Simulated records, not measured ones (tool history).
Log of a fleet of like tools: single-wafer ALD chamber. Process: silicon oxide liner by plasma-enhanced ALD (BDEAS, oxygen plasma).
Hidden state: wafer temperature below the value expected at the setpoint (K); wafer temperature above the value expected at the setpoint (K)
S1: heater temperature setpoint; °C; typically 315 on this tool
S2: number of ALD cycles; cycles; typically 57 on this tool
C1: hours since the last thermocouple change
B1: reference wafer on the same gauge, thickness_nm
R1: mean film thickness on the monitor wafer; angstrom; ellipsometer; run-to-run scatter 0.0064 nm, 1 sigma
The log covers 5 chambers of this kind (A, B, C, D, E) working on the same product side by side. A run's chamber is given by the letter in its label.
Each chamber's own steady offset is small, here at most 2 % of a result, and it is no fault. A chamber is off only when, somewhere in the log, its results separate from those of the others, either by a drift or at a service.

Run 1A, hour 7.2: usual settings; C1 2126; B1 5.128. Result: R1 51.924 angstrom.
Run 2E, hour 17.5: usual settings; C1 268.6; B1 5.1295. Result: R1 52.063 angstrom.
Run 3B, hour 22.6: usual settings; C1 821.6; B1 5.1272. Result: R1 52.718 angstrom.
Run 4C, hour 31: usual settings; C1 608; B1 5.1267. Result: R1 52.062 angstrom.
Run 5D, hour 38.4: usual settings; C1 492.4; B1 5.1267. Result: R1 51.401 angstrom.
Run 6E, hour 44.7: usual settings; C1 295.8; B1 5.1254. Result: R1 51.975 angstrom.
Run 7D, hour 54.9: usual settings; C1 508.9; B1 5.1237. Result: R1 51.474 angstrom.
Run 8B, hour 59.8: usual settings; C1 858.8; B1 5.1233. Result: R1 52.788 angstrom.
Run 9C, hour 65.2: usual settings; C1 642.2; B1 5.1224. Result: R1 51.878 angstrom.
Run 10A, hour 73.9: usual settings; C1 2192.7; B1 5.1213. Result: R1 51.738 angstrom.
Run 11A, hour 84.6: usual settings; C1 2203.4; B1 5.1215. Result: R1 51.718 angstrom.
Run 12E, hour 89.6: usual settings but S2 68 cycles; C1 340.7; B1 5.1203. Result: R1 62.011 angstrom.
Run 13D, hour 97.7: usual settings but S2 68 cycles; C1 551.7; B1 5.1192. Result: R1 61.248 angstrom.
Run 14B, hour 106.8: usual settings but S2 68 cycles; C1 905.8; B1 5.118. Result: R1 62.845 angstrom.
Run 15C, hour 112.1: usual settings but S2 68 cycles; C1 689.1; B1 5.1198. Result: R1 61.836 angstrom.
Run 16C, hour 121.7: usual settings but S2 68 cycles; C1 698.7; B1 5.1178. Result: R1 61.936 angstrom.
Run 17D, hour 131.9: usual settings but S1 301 °C; C1 585.9; B1 5.1148. Result: R1 52.351 angstrom.
Run 18B, hour 140.8: usual settings but S1 301 °C; C1 939.8; B1 5.1158. Result: R1 53.69 angstrom.
Run 19A, hour 147.1: usual settings but S1 301 °C; C1 2265.9; B1 5.1155. Result: R1 52.632 angstrom.
Run 20E, hour 153: usual settings but S1 301 °C; C1 404.1; B1 5.1144. Result: R1 52.905 angstrom.
Run 21E, hour 158.8: usual settings but S1 301 °C; C1 409.9; B1 5.1116. Result: R1 52.921 angstrom.
Run 22A, hour 165.1: usual settings; C1 2283.9; B1 5.115. Result: R1 51.643 angstrom.
Run 23C, hour 174.2: usual settings but S1 326 °C, S2 68 cycles; C1 751.2; B1 5.1128. Result: R1 60.869 angstrom.
Run 24D, hour 182: usual settings but S1 326 °C, S2 68 cycles; C1 636; B1 5.112. Result: R1 60.122 angstrom.
Run 25B, hour 187.1: usual settings but S1 326 °C, S2 68 cycles; C1 986.1; B1 5.1104. Result: R1 61.684 angstrom.
Run 26A, hour 191.9: usual settings but S1 326 °C, S2 68 cycles; C1 2310.7; B1 5.1094. Result: R1 60.567 angstrom.
Run 27D, hour 196.8: usual settings but S1 326 °C, S2 68 cycles; C1 650.8; B1 5.1086. Result: R1 60.297 angstrom.
Run 28C, hour 203: usual settings; C1 780; B1 5.1088. Result: R1 51.889 angstrom.
Run 29E, hour 211.4: usual settings; C1 462.5; B1 5.1098. Result: R1 51.738 angstrom.
Run 30B, hour 218.9: usual settings; C1 1017.9; B1 5.1061. Result: R1 52.622 angstrom.
Run 31C, hour 225.2: usual settings; C1 802.2; B1 5.107. Result: R1 51.766 angstrom.
Run 32E, hour 234.5: usual settings; C1 485.6; B1 5.1063. Result: R1 51.762 angstrom.
Run 33A, hour 245.1: usual settings; C1 2363.9; B1 5.1056. Result: R1 51.521 angstrom.

Each of the 5 chambers runs these same settings next. Fill in every chamber's results:
Run 34A, hour 252.9: usual settings but S2 64 cycles. Result: R1 ?.
Run 34B, hour 252.9: usual settings but S2 64 cycles. Result: R1 ?.
Run 34C, hour 252.9: usual settings but S2 64 cycles. Result: R1 ?.
Run 34D, hour 252.9: usual settings but S2 64 cycles. Result: R1 ?.
Run 34E, hour 252.9: usual settings but S2 64 cycles. Result: R1 ?.

run      R1
34A  57.903
34B  58.955
34C  58.026
34D  57.533
34E  58.236
